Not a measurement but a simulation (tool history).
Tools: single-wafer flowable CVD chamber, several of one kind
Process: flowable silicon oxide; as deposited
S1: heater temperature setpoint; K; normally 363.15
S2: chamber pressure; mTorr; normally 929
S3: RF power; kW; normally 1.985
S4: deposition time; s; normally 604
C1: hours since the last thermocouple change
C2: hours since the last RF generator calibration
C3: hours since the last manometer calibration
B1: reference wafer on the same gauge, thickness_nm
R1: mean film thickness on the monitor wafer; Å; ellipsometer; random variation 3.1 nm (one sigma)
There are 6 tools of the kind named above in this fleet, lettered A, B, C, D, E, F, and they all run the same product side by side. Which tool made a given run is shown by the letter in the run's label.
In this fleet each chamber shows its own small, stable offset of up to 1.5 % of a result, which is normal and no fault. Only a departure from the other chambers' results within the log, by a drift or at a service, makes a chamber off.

run   hour      S1    S2     S3   S4      C1      C2      C3      B1      R1
 1C    6.4  363.15   929  1.985  604     185  1218.8   778.5  655.54  6151.8
 2F   17.6  363.15   929  1.985  604  2193.1   699.1  2165.7  657.19    6104
 3E   26.6  363.15   929  1.985  604  1492.3  2098.9   313.9  657.86  6151.4
 4D   32.5  363.15   929  1.985  604   517.6   939.9   349.7  656.42  6214.3
 5B   40.6  363.15   929  1.985  604   870.1  1223.1  1177.2     657  6093.1
 6A   52.7  363.15   929  1.985  604     303    91.8   194.9  658.02  6174.2
 7C     64  363.15   929  1.985  604   242.6  1276.4   836.1  657.73  6101.7
 8B   75.8  363.15   929  1.985  604   905.3  1258.3  1212.4  656.87  6185.8
 9F   87.8  363.15   929  1.985  604  2263.3   769.3  2235.9  657.45  6097.5
10E   99.7  363.15   929  1.985  604  1565.4    2172     387  657.96  6183.1
11D  109.1  363.15   929  1.985  604   594.2  1016.5   426.3   656.6  6236.7
12A  118.1  363.15   929  1.985  604   368.4   157.2   260.3  657.59    6190
13B  124.7  363.15   929  1.985  604   954.2  1307.2  1261.3  657.25  6129.2
14D  135.7  363.15   929  1.985  604   620.8  1043.1   452.9  657.08  6314.6
     140.4  -- chamber F: capacitance manometer re-zeroed and calibrated
15A  145.2  355.15   929  1.985  604   395.5   184.3   287.4  656.85  7810.9
16C  154.9  355.15   929  1.985  604   333.5  1367.3     927  656.31  7841.6
17E  167.1  355.15   929  1.985  604  1632.8  2239.4   454.4  657.54  7796.3
18F  175.4  355.15   929  1.985  604  2350.9   856.9      35  656.42  7690.9
19A  182.7  355.15   929  1.985  604     433   221.8   324.9  656.74  7846.2
20D  193.2  355.15   929  1.985  604   678.3  1100.6   510.4  657.21    7966
     195.2  -- chamber E: thermocouple changed; heater temperature recalibrated
21E  205.2  363.15   929  1.985  604    10.1  2277.5   492.5  657.79  6627.7
22F  217.7  363.15   929  1.985  604  2393.2   899.2    77.3   657.2  6038.1
23C  229.9  363.15   929  1.985  604   408.5  1442.3    1002  656.76  6232.1
     241.3  -- chamber F: thermocouple changed; heater temperature recalibrated
24B  242.2  363.15   929  1.985  604  1071.7  1424.7  1378.8  658.06  6133.8
25E  248.5  363.15   929  1.985  604    53.4  2320.8   535.8  657.19  6593.9
26A  254.4  363.15   929   2.28  604   504.7   293.5   396.6  655.96  6402.7
27D  260.9  363.15   929   2.28  604     746  1168.3   578.1  657.01  6378.7
28C  273.4  363.15   929   2.28  604     452  1485.8  1045.5  657.25  6350.7
29F  279.8  363.15   929   2.28  604    38.5   961.3   139.4  657.81  6265.1
30B  289.5  363.15   929   2.28  604    1119    1472  1426.1  656.98  6265.7
31B  296.2  363.15   929   2.28  604  1125.7  1478.7  1432.8  658.09  6306.5
     302.2  -- chamber E: RF generator calibrated
32F  306.2  363.15   929  1.985  604    64.9   987.7   165.8  657.93  6029.6
33A  314.1  363.15  1049  1.985  604   564.4   353.2   456.3  656.61  7199.3
     322.6  -- chamber C: capacitance manometer re-zeroed and calibrated
34C  322.8  363.15  1049  1.985  604   501.4  1535.2     0.3   656.8  7118.9
35E  334.8  363.15  1049  1.985  604   139.7    32.6   622.1  657.13  7683.5
36D  344.4  363.15  1049  1.985  604   829.5  1251.8   661.6  656.87  7240.4
37B  356.4  363.15  1049  1.985  604  1185.9  1538.9    1493  656.98  7148.2
38E  368.8  363.15  1049  1.985  604   173.7    66.6   656.1   656.2  7730.3
39A  375.8  363.15  1037  1.985  604   626.1   414.9     518  656.65  7028.7
40F  387.4  363.15  1037  1.985  604   146.1  1068.9     247  656.82  6915.1
41C  399.2  363.15  1037  1.985  604   577.8  1611.6    76.7  656.98  7057.8
42D  411.4  363.15  1037  1.985  604   896.5  1318.8   728.6  656.99    7105
43D  420.5  363.15  1037  1.985  604   905.6  1327.9   737.7  656.56  7220.4

Is one chamber out of step, is the gauge drifting, or do the chambers differ by no more than their own small offsets? For an off chamber, give its letter and the likeliest cause.

The work done on chamber E during a service left it standing apart from the others.
Cause: wafer temperature below the value expected at the setpoint (K) = 2.3.

Which of the 4 candidates below, each the usual settings with something changed and its results left as question marks, puts chamber E back in line with what the other chambers give on the usual settings?
In-line tolerance around the mean of the other chambers on the usual settings: R1 110 Å
44E-1  429.8  363.15  996  1.985  626                   ?
44E-2  429.8  363.15  873   1.97  604                   ?
44E-3  429.8  363.15  929  1.985  650                   ?
44E-4  429.8  363.15  929   1.94  535                   ?

Other chambers, usual settings, mean: R1 6163.3 Å
  run      R1
44E-1  7518.2
44E-2  6150.1
44E-3    7163
44E-4  5865.9
44E-2 brings the chamber back in line.

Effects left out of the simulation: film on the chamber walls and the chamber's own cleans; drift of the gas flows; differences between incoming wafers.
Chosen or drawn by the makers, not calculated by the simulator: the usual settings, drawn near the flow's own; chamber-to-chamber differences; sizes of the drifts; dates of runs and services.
